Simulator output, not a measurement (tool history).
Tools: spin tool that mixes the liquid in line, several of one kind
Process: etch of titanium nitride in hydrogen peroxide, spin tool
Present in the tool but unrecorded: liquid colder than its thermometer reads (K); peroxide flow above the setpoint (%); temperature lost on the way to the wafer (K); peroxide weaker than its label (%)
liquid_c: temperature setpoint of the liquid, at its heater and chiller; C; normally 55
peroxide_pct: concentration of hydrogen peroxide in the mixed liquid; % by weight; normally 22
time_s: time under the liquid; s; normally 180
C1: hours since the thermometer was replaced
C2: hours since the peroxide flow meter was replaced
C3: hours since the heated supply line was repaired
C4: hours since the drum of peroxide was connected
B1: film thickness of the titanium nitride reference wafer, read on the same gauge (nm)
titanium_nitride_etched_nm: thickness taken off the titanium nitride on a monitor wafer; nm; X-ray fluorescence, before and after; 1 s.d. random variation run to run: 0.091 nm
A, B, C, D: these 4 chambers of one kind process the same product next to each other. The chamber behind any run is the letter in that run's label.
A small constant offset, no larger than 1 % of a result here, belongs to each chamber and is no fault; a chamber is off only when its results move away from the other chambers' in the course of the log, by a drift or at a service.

{"run": "1C", "hour": 2.4, "liquid_c": 55, "peroxide_pct": 22, "time_s": 180, "C1": 1231.5, "C2": 51.3, "C3": 515.8, "C4": 244.0, "B1": 59.984, "titanium_nitride_etched_nm": 9.4528}
{"run": "2B", "hour": 5.1, "liquid_c": 55, "peroxide_pct": 22, "time_s": 180, "C1": 861.4, "C2": 152.5, "C3": 604.8, "C4": 1129.9, "B1": 60.013, "titanium_nitride_etched_nm": 9.285}
{"run": "3A", "hour": 7.7, "liquid_c": 55, "peroxide_pct": 22, "time_s": 180, "C1": 183.5, "C2": 728.7, "C3": 1142.2, "C4": 231.9, "B1": 59.995, "titanium_nitride_etched_nm": 9.3847}
{"run": "4D", "hour": 12.8, "liquid_c": 55, "peroxide_pct": 22, "time_s": 180, "C1": 1279.2, "C2": 253.9, "C3": 64.3, "C4": 222.9, "B1": 60.01, "titanium_nitride_etched_nm": 9.3354}
{"run": "5D", "hour": 17.0, "liquid_c": 55, "peroxide_pct": 22, "time_s": 180, "C1": 1283.4, "C2": 258.1, "C3": 68.5, "C4": 227.1, "B1": 60.003, "titanium_nitride_etched_nm": 9.3193}
{"run": "6C", "hour": 21.5, "liquid_c": 55, "peroxide_pct": 22, "time_s": 180, "C1": 1250.6, "C2": 70.4, "C3": 534.9, "C4": 263.1, "B1": 60.0, "titanium_nitride_etched_nm": 9.5508}
{"run": "7A", "hour": 24.5, "liquid_c": 55, "peroxide_pct": 22, "time_s": 180, "C1": 200.3, "C2": 745.5, "C3": 1159.0, "C4": 248.7, "B1": 59.996, "titanium_nitride_etched_nm": 9.2737}
{"run": "8B", "hour": 29.2, "liquid_c": 55, "peroxide_pct": 22, "time_s": 180, "C1": 885.5, "C2": 176.6, "C3": 628.9, "C4": 1154.0, "B1": 59.993, "titanium_nitride_etched_nm": 9.4493}
{"run": "9A", "hour": 32.1, "liquid_c": 55, "peroxide_pct": 22, "time_s": 180, "C1": 207.9, "C2": 753.1, "C3": 1166.6, "C4": 256.3, "B1": 60.029, "titanium_nitride_etched_nm": 9.2784}
{"run": "10C", "hour": 35.8, "liquid_c": 55, "peroxide_pct": 22, "time_s": 180, "C1": 1264.9, "C2": 84.7, "C3": 549.2, "C4": 277.4, "B1": 60.007, "titanium_nitride_etched_nm": 9.572}
{"run": "11B", "hour": 39.3, "liquid_c": 55, "peroxide_pct": 22, "time_s": 180, "C1": 895.6, "C2": 186.7, "C3": 639.0, "C4": 1164.1, "B1": 60.012, "titanium_nitride_etched_nm": 9.4211}
{"run": "12D", "hour": 42.7, "liquid_c": 55, "peroxide_pct": 22, "time_s": 180, "C1": 1309.1, "C2": 283.8, "C3": 94.2, "C4": 252.8, "B1": 60.005, "titanium_nitride_etched_nm": 9.3827}
{"run": "13A", "hour": 47.3, "liquid_c": 55, "peroxide_pct": 22, "time_s": 180, "C1": 223.1, "C2": 768.3, "C3": 1181.8, "C4": 271.5, "B1": 59.988, "titanium_nitride_etched_nm": 9.1234}
{"run": "14B", "hour": 52.0, "liquid_c": 55, "peroxide_pct": 22, "time_s": 180, "C1": 908.3, "C2": 199.4, "C3": 651.7, "C4": 1176.8, "B1": 60.012, "titanium_nitride_etched_nm": 9.4106}
{"run": "15C", "hour": 57.0, "liquid_c": 55, "peroxide_pct": 22, "time_s": 180, "C1": 1286.1, "C2": 105.9, "C3": 570.4, "C4": 298.6, "B1": 60.016, "titanium_nitride_etched_nm": 9.4111}
{"run": "16D", "hour": 60.5, "liquid_c": 55, "peroxide_pct": 22, "time_s": 180, "C1": 1326.9, "C2": 301.6, "C3": 112.0, "C4": 270.6, "B1": 60.006, "titanium_nitride_etched_nm": 9.4696}
{"run": "17A", "hour": 64.5, "liquid_c": 55, "peroxide_pct": 22, "time_s": 180, "C1": 240.3, "C2": 785.5, "C3": 1199.0, "C4": 288.7, "B1": 60.002, "titanium_nitride_etched_nm": 8.9339}
{"run": "18D", "hour": 68.3, "liquid_c": 55, "peroxide_pct": 22, "time_s": 180, "C1": 1334.7, "C2": 309.4, "C3": 119.8, "C4": 278.4, "B1": 59.99, "titanium_nitride_etched_nm": 9.493}
{"run": "19C", "hour": 72.5, "liquid_c": 55, "peroxide_pct": 22, "time_s": 180, "C1": 1301.6, "C2": 121.4, "C3": 585.9, "C4": 314.1, "B1": 60.011, "titanium_nitride_etched_nm": 9.5274}
{"run": "20B", "hour": 77.1, "liquid_c": 55, "peroxide_pct": 22, "time_s": 180, "C1": 933.4, "C2": 224.5, "C3": 676.8, "C4": 1201.9, "B1": 60.005, "titanium_nitride_etched_nm": 9.403}
{"run": "21A", "hour": 81.8, "liquid_c": 55, "peroxide_pct": 22, "time_s": 180, "C1": 257.6, "C2": 802.8, "C3": 1216.3, "C4": 306.0, "B1": 60.001, "titanium_nitride_etched_nm": 8.7126}
{"run": "22D", "hour": 84.4, "liquid_c": 55, "peroxide_pct": 22, "time_s": 180, "C1": 1350.8, "C2": 325.5, "C3": 135.9, "C4": 294.5, "B1": 60.009, "titanium_nitride_etched_nm": 9.4742}
{"run": "23C", "hour": 87.4, "liquid_c": 55, "peroxide_pct": 22, "time_s": 180, "C1": 1316.5, "C2": 136.3, "C3": 600.8, "C4": 329.0, "B1": 59.985, "titanium_nitride_etched_nm": 9.5148}
{"run": "24B", "hour": 91.1, "liquid_c": 55, "peroxide_pct": 22, "time_s": 180, "C1": 947.4, "C2": 238.5, "C3": 690.8, "C4": 1215.9, "B1": 59.998, "titanium_nitride_etched_nm": 9.3521}
{"run": "25D", "hour": 94.5, "liquid_c": 55, "peroxide_pct": 22, "time_s": 180, "C1": 1360.9, "C2": 335.6, "C3": 146.0, "C4": 304.6, "B1": 60.001, "titanium_nitride_etched_nm": 9.2561}
{"run": "26C", "hour": 98.7, "liquid_c": 55, "peroxide_pct": 26, "time_s": 180, "C1": 1327.8, "C2": 147.6, "C3": 612.1, "C4": 340.3, "B1": 59.986, "titanium_nitride_etched_nm": 9.849}
{"run": "27A", "hour": 103.3, "liquid_c": 55, "peroxide_pct": 26, "time_s": 180, "C1": 279.1, "C2": 824.3, "C3": 1237.8, "C4": 327.5, "B1": 59.993, "titanium_nitride_etched_nm": 8.8931}
{"run": "28B", "hour": 106.0, "liquid_c": 55, "peroxide_pct": 26, "time_s": 180, "C1": 962.3, "C2": 253.4, "C3": 705.7, "C4": 1230.8, "B1": 59.991, "titanium_nitride_etched_nm": 9.7655}
{"run": "29D", "hour": 110.3, "liquid_c": 55, "peroxide_pct": 26, "time_s": 180, "C1": 1376.7, "C2": 351.4, "C3": 161.8, "C4": 320.4, "B1": 59.991, "titanium_nitride_etched_nm": 9.7495}
{"run": "30C", "hour": 113.5, "liquid_c": 55, "peroxide_pct": 22, "time_s": 180, "C1": 1342.6, "C2": 162.4, "C3": 626.9, "C4": 355.1, "B1": 60.009, "titanium_nitride_etched_nm": 9.4818}
{"run": "31A", "hour": 116.9, "liquid_c": 55, "peroxide_pct": 22, "time_s": 180, "C1": 292.7, "C2": 837.9, "C3": 1251.4, "C4": 341.1, "B1": 59.997, "titanium_nitride_etched_nm": 8.4305}
{"run": "32B", "hour": 119.6, "liquid_c": 55, "peroxide_pct": 22, "time_s": 180, "C1": 975.9, "C2": 267.0, "C3": 719.3, "C4": 1244.4, "B1": 59.996, "titanium_nitride_etched_nm": 9.5407}
{"run": "33A", "hour": 122.1, "liquid_c": 55, "peroxide_pct": 22, "time_s": 180, "C1": 297.9, "C2": 843.1, "C3": 1256.6, "C4": 346.3, "B1": 59.966, "titanium_nitride_etched_nm": 8.4407}
{"run": "34D", "hour": 126.2, "liquid_c": 55, "peroxide_pct": 22, "time_s": 180, "C1": 1392.6, "C2": 367.3, "C3": 177.7, "C4": 336.3, "B1": 59.987, "titanium_nitride_etched_nm": 9.4002}
{"run": "35B", "hour": 131.3, "liquid_c": 55, "peroxide_pct": 22, "time_s": 180, "C1": 987.6, "C2": 278.7, "C3": 731.0, "C4": 1256.1, "B1": 59.995, "titanium_nitride_etched_nm": 9.4322}

For the next run the whole fleet of 4 chambers uses the same settings. Give each chamber's results:
{"run": "36A", "hour": 135.0, "liquid_c": 55, "peroxide_pct": 19, "time_s": 180, "titanium_nitride_etched_nm": "?"}
{"run": "36B", "hour": 135.0, "liquid_c": 55, "peroxide_pct": 19, "time_s": 180, "titanium_nitride_etched_nm": "?"}
{"run": "36C", "hour": 135.0, "liquid_c": 55, "peroxide_pct": 19, "time_s": 180, "titanium_nitride_etched_nm": "?"}
{"run": "36D", "hour": 135.0, "liquid_c": 55, "peroxide_pct": 19, "time_s": 180, "titanium_nitride_etched_nm": "?"}

run=36A titanium_nitride_etched_nm=7.9881
run=36B titanium_nitride_etched_nm=9.2327
run=36C titanium_nitride_etched_nm=9.1578
run=36D titanium_nitride_etched_nm=8.9496

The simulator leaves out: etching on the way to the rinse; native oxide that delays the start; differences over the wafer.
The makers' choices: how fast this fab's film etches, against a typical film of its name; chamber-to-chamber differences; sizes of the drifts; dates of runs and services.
